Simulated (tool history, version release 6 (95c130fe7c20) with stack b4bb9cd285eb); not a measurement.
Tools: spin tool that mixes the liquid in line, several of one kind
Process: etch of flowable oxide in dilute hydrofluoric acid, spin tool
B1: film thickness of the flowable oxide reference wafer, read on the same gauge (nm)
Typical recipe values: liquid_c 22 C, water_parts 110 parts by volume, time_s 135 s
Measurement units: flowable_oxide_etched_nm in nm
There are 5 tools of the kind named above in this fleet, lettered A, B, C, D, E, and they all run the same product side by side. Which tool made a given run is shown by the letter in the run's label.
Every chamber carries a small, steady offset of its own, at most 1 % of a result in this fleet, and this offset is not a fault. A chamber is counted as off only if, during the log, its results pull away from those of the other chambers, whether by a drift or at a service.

run 1D day=0.475 | liquid_c=22 water_parts=110 time_s=135 | B1=60.045 | flowable_oxide_etched_nm=24.588
run 2B day=0.838 | liquid_c=22 water_parts=110 time_s=135 | B1=60.021 | flowable_oxide_etched_nm=24.414
run 3C day=1.35 | liquid_c=22 water_parts=110 time_s=135 | B1=60.017 | flowable_oxide_etched_nm=24.617
run 4A day=1.704 | liquid_c=22 water_parts=110 time_s=135 | B1=60.005 | flowable_oxide_etched_nm=24.8
run 5E day=2.158 | liquid_c=22 water_parts=110 time_s=135 | B1=59.949 | flowable_oxide_etched_nm=24.601
-- day=2.333 chamber B: thermometer replaced
run 6B day=2.679 | liquid_c=22 water_parts=110 time_s=135 | B1=59.971 | flowable_oxide_etched_nm=24.576
run 7C day=2.983 | liquid_c=22 water_parts=110 time_s=135 | B1=60.007 | flowable_oxide_etched_nm=24.806
run 8A day=3.325 | liquid_c=26.5 water_parts=110 time_s=135 | B1=60.007 | flowable_oxide_etched_nm=29.363
run 9E day=3.629 | liquid_c=26.5 water_parts=110 time_s=135 | B1=59.976 | flowable_oxide_etched_nm=29.35
run 10D day=3.938 | liquid_c=26.5 water_parts=110 time_s=135 | B1=59.996 | flowable_oxide_etched_nm=29.259
run 11C day=4.221 | liquid_c=26.5 water_parts=110 time_s=135 | B1=60.033 | flowable_oxide_etched_nm=29.302
run 12A day=4.792 | liquid_c=26.5 water_parts=110 time_s=135 | B1=59.993 | flowable_oxide_etched_nm=29.531
run 13E day=5.117 | liquid_c=22 water_parts=110 time_s=135 | B1=59.99 | flowable_oxide_etched_nm=24.456
run 14B day=5.721 | liquid_c=22 water_parts=110 time_s=135 | B1=60.016 | flowable_oxide_etched_nm=24.546
run 15D day=6.175 | liquid_c=25 water_parts=110 time_s=135 | B1=60 | flowable_oxide_etched_nm=27.546
-- day=6.608 chamber D: hydrofluoric acid flow meter replaced
run 16A day=6.638 | liquid_c=25 water_parts=110 time_s=135 | B1=60.013 | flowable_oxide_etched_nm=27.77
run 17B day=7.221 | liquid_c=25 water_parts=110 time_s=135 | B1=59.99 | flowable_oxide_etched_nm=27.684
-- day=7.654 chamber A: hydrofluoric acid flow meter replaced
run 18E day=7.796 | liquid_c=25 water_parts=110 time_s=135 | B1=60.001 | flowable_oxide_etched_nm=27.668
run 19D day=8.325 | liquid_c=25 water_parts=110 time_s=135 | B1=59.972 | flowable_oxide_etched_nm=27.706
run 20C day=8.667 | liquid_c=22 water_parts=110 time_s=135 | B1=60.003 | flowable_oxide_etched_nm=24.766
run 21A day=9.046 | liquid_c=22 water_parts=110 time_s=135 | B1=59.978 | flowable_oxide_etched_nm=24.627
run 22B day=9.654 | liquid_c=22 water_parts=110 time_s=135 | B1=60.03 | flowable_oxide_etched_nm=24.443
-- day=9.871 chamber E: thermometer replaced
run 23E day=9.942 | liquid_c=22 water_parts=110 time_s=135 | B1=60.014 | flowable_oxide_etched_nm=24.513
run 24D day=10.538 | liquid_c=22 water_parts=110 time_s=135 | B1=60.043 | flowable_oxide_etched_nm=24.532
run 25C day=11.071 | liquid_c=22 water_parts=70 time_s=205 | B1=59.993 | flowable_oxide_etched_nm=62.098
run 26C day=11.596 | liquid_c=22 water_parts=70 time_s=205 | B1=59.97 | flowable_oxide_etched_nm=61.893
run 27B day=12.108 | liquid_c=22 water_parts=70 time_s=205 | B1=59.988 | flowable_oxide_etched_nm=60.951
run 28A day=12.696 | liquid_c=22 water_parts=70 time_s=205 | B1=59.983 | flowable_oxide_etched_nm=61.061
run 29D day=13.092 | liquid_c=22 water_parts=70 time_s=205 | B1=59.973 | flowable_oxide_etched_nm=60.999
run 30E day=13.375 | liquid_c=24 water_parts=110 time_s=135 | B1=59.964 | flowable_oxide_etched_nm=26.602
run 31B day=13.725 | liquid_c=24 water_parts=110 time_s=135 | B1=60.002 | flowable_oxide_etched_nm=26.636
run 32E day=14.279 | liquid_c=24 water_parts=110 time_s=135 | B1=59.996 | flowable_oxide_etched_nm=26.749

One chamber off, gauge drift, or nothing amiss beyond the chambers' own small offsets? If it is a chamber, which one, and what is the likeliest cause?

No chamber stands off beyond its own small offset, and the gauge holds steady.
